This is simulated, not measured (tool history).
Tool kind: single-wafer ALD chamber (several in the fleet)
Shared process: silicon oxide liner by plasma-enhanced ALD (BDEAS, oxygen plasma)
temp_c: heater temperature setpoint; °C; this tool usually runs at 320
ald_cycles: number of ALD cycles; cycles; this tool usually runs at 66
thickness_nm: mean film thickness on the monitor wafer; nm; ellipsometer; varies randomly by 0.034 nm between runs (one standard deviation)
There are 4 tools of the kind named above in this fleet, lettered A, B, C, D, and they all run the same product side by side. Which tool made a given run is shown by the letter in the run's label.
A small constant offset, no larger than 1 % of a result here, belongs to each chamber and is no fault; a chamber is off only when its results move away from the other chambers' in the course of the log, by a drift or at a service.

run,hour,temp_c,ald_cycles,hours since the last thermocouple change,"read-back reference wafer on the same gauge, thickness_nm",thickness_nm
# hour 1.4: chamber A: thermocouple changed; heater temperature recalibrated
1B,11.2,320,66,1743.6,4.862,5.9467
2C,23.3,320,66,29.3,4.8594,5.9091
3D,35.1,320,66,1076,4.8663,6.0109
4A,46.1,320,66,44.7,4.8545,5.8789
5B,55.8,320,66,1788.2,4.8616,5.9573
6D,64.5,320,66,1105.4,4.8638,5.9733
7A,75.7,320,66,74.3,4.8552,5.9259
8C,88.6,320,66,94.6,4.8582,5.9907
9A,99.6,320,66,98.2,4.859,5.9571
10C,110.9,320,66,116.9,4.8572,5.9356
11D,118.3,320,66,1159.2,4.8587,6.0173
12B,125.4,320,66,1857.8,4.8577,5.9024
13B,133.9,320,66,1866.3,4.8598,5.9782
14A,143.2,320,66,141.8,4.8546,5.9391
15D,151.6,320,66,1192.5,4.856,6.0064
16C,157.8,320,66,163.8,4.8686,5.9414
17B,170.3,320,66,1902.7,4.8614,5.9537
18A,179.5,320,66,178.1,4.8543,5.8863
19D,189.2,320,66,1230.1,4.8609,6.0509
20C,196.9,307,54,202.9,4.8659,4.9114
21C,203.1,307,54,209.1,4.86,4.9558
22A,216.4,307,54,215,4.8599,4.9178
23D,223.4,307,54,1264.3,4.8542,4.9804
24B,234.6,320,66,1967,4.8556,6.0494
25B,247.8,320,66,1980.2,4.865,6.0013
26D,256,320,66,1296.9,4.8564,5.9567
27C,266.2,320,66,272.2,4.863,5.8993
28A,277.3,329,71,275.9,4.8673,6.3391

One chamber off, gauge drift, or nothing amiss beyond the chambers' own small offsets? If it is a chamber, which one, and what is the likeliest cause?

Beyond each chamber's small constant offset nothing stands out, and the gauge stays steady.
